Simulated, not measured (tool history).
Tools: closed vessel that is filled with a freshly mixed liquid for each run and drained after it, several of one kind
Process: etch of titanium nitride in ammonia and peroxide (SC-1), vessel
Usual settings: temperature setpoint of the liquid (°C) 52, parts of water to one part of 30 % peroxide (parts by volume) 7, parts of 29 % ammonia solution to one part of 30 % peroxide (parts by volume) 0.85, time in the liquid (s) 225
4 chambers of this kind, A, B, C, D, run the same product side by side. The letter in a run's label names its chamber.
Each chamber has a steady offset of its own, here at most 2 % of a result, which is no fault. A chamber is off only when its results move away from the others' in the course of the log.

run   hour  temperature setpoint of the liquid (°C)  parts of water to one part of 30 % peroxide (parts by volume)  parts of 29 % ammonia solution to one part of 30 % peroxide (parts by volume)  time in the liquid (s)  read-back film thickness of the titanium nitride reference wafer, read on the same gauge (nm)  thickness taken off the titanium nitride on a monitor wafer (angstrom)
      12.6  -- chamber A: thermometer replaced
 1D   13.4                                       52                                                              7                                                                           0.85                     225                                                                                         139.99                                                                  115.21
 2A   25.3                                       52                                                              7                                                                           0.85                     225                                                                                            140                                                                   115.4
 3B   37.4                                       52                                                              7                                                                           0.85                     225                                                                                         139.99                                                                  113.13
 4C   43.8                                       52                                                              7                                                                           0.85                     225                                                                                         140.01                                                                  113.93
 5A   53.7                                       52                                                              7                                                                           0.85                     225                                                                                            140                                                                  116.29
 6B   61.1                                     56.5                                                            5.5                                                                           0.85                     225                                                                                         140.01                                                                     170
 7C   70.3                                     56.5                                                            5.5                                                                           0.85                     225                                                                                         139.97                                                                  172.84
 8D   82.9                                     56.5                                                            5.5                                                                           0.85                     225                                                                                         139.98                                                                  174.75
      88.6  -- chamber A: new drum of ammonia solution connected
 9D   97.1                                     56.5                                                            5.5                                                                           0.85                     225                                                                                            140                                                                  172.86
10C  109.3                                       52                                                              7                                                                           0.85                     225                                                                                         140.01                                                                  110.54
11B  121.1                                       52                                                              7                                                                           0.85                     225                                                                                         140.03                                                                  114.05
     129.7  -- chamber D: ammonia flow meter replaced
12A  132.7                                       52                                                              5                                                                            1.2                     225                                                                                         140.01                                                                  139.12
13B  143.7                                       52                                                              5                                                                            1.2                     225                                                                                         139.98                                                                   137.4
14C  153.5                                       52                                                              5                                                                            1.2                     225                                                                                         140.01                                                                  135.54
15D  162.2                                       52                                                              5                                                                            1.2                     225                                                                                         139.99                                                                  140.37
16A    173                                       52                                                              7                                                                           0.85                     225                                                                                         140.01                                                                  115.59
17C  179.2                                       52                                                              7                                                                           0.85                     225                                                                                         140.01                                                                  112.01
18B  189.4                                       52                                                              7                                                                           0.85                     225                                                                                            140                                                                  113.46
     194.4  -- chamber D: new drum of ammonia solution connected
19D  198.9                                       52                                                              7                                                                           0.85                     225                                                                                         139.99                                                                  115.13
20A  212.3                                       52                                                            9.5                                                                              1                     225                                                                                         140.01                                                                  101.18
21B  224.1                                       52                                                            9.5                                                                              1                     225                                                                                         140.02                                                                  100.04
22A    232                                       52                                                            9.5                                                                              1                     225                                                                                         139.98                                                                  101.36
23C  238.1                                       52                                                            9.5                                                                              1                     225                                                                                         140.02                                                                  96.901
24D  248.2                                       52                                                              7                                                                           0.85                     225                                                                                         139.98                                                                  115.14
25A  254.6                                       52                                                              7                                                                            0.7                     225                                                                                            140                                                                  112.94
26B    262                                       52                                                              7                                                                            0.7                     225                                                                                         139.99                                                                  110.88
27D  275.7                                       52                                                              7                                                                            0.7                     225                                                                                            140                                                                   112.2
28C  287.9                                       52                                                              7                                                                            0.7                     225                                                                                         139.99                                                                  105.32
29D  295.7                                       52                                                              7                                                                           0.85                     225                                                                                         139.98                                                                  116.53
30C    308                                     55.5                                                              7                                                                           1.15                     225                                                                                            140                                                                  144.94
31B  321.3                                     55.5                                                              7                                                                           1.15                     225                                                                                         140.03                                                                  150.38
32A  328.8                                     55.5                                                              7                                                                           1.15                     225                                                                                            140                                                                  153.16
33B  336.5                                     55.5                                                              7                                                                           1.15                     225                                                                                            140                                                                  149.59
34C  343.3                                     55.5                                                              9                                                                           0.85                     225                                                                                            140                                                                  122.69
35D  355.4                                     55.5                                                              9                                                                           0.85                     225                                                                                         140.01                                                                  130.33
36A  367.7                                     55.5                                                              9                                                                           0.85                     225                                                                                         139.99                                                                  128.86
37A  378.6                                     55.5                                                              9                                                                           0.85                     225                                                                                         139.99                                                                  129.64
38D  384.8                                       52                                                              7                                                                           0.85                     225                                                                                         139.98                                                                  115.32
39C  394.9                                       52                                                              7                                                                           0.85                     225                                                                                         140.01                                                                   107.9
40B  403.9                                     57.5                                                              7                                                                           0.85                     225                                                                                            140                                                                   163.5
41D  417.6                                     57.5                                                              7                                                                           0.85                     225                                                                                            140                                                                  168.18

All 4 chambers run these settings next. Forecast each chamber's results:
42A  427.7                                       52                                                              7                                                                           0.85                     110                                                                                                                                                                      ?
42B  427.7                                       52                                                              7                                                                           0.85                     110                                                                                                                                                                      ?
42C  427.7                                       52                                                              7                                                                           0.85                     110                                                                                                                                                                      ?
42D  427.7                                       52                                                              7                                                                           0.85                     110                                                                                                                                                                      ?

run  thickness taken off the titanium nitride on a monitor wafer (angstrom)
42A                                                                  56.033
42B                                                                  55.683
42C                                                                  52.673
42D                                                                  57.204

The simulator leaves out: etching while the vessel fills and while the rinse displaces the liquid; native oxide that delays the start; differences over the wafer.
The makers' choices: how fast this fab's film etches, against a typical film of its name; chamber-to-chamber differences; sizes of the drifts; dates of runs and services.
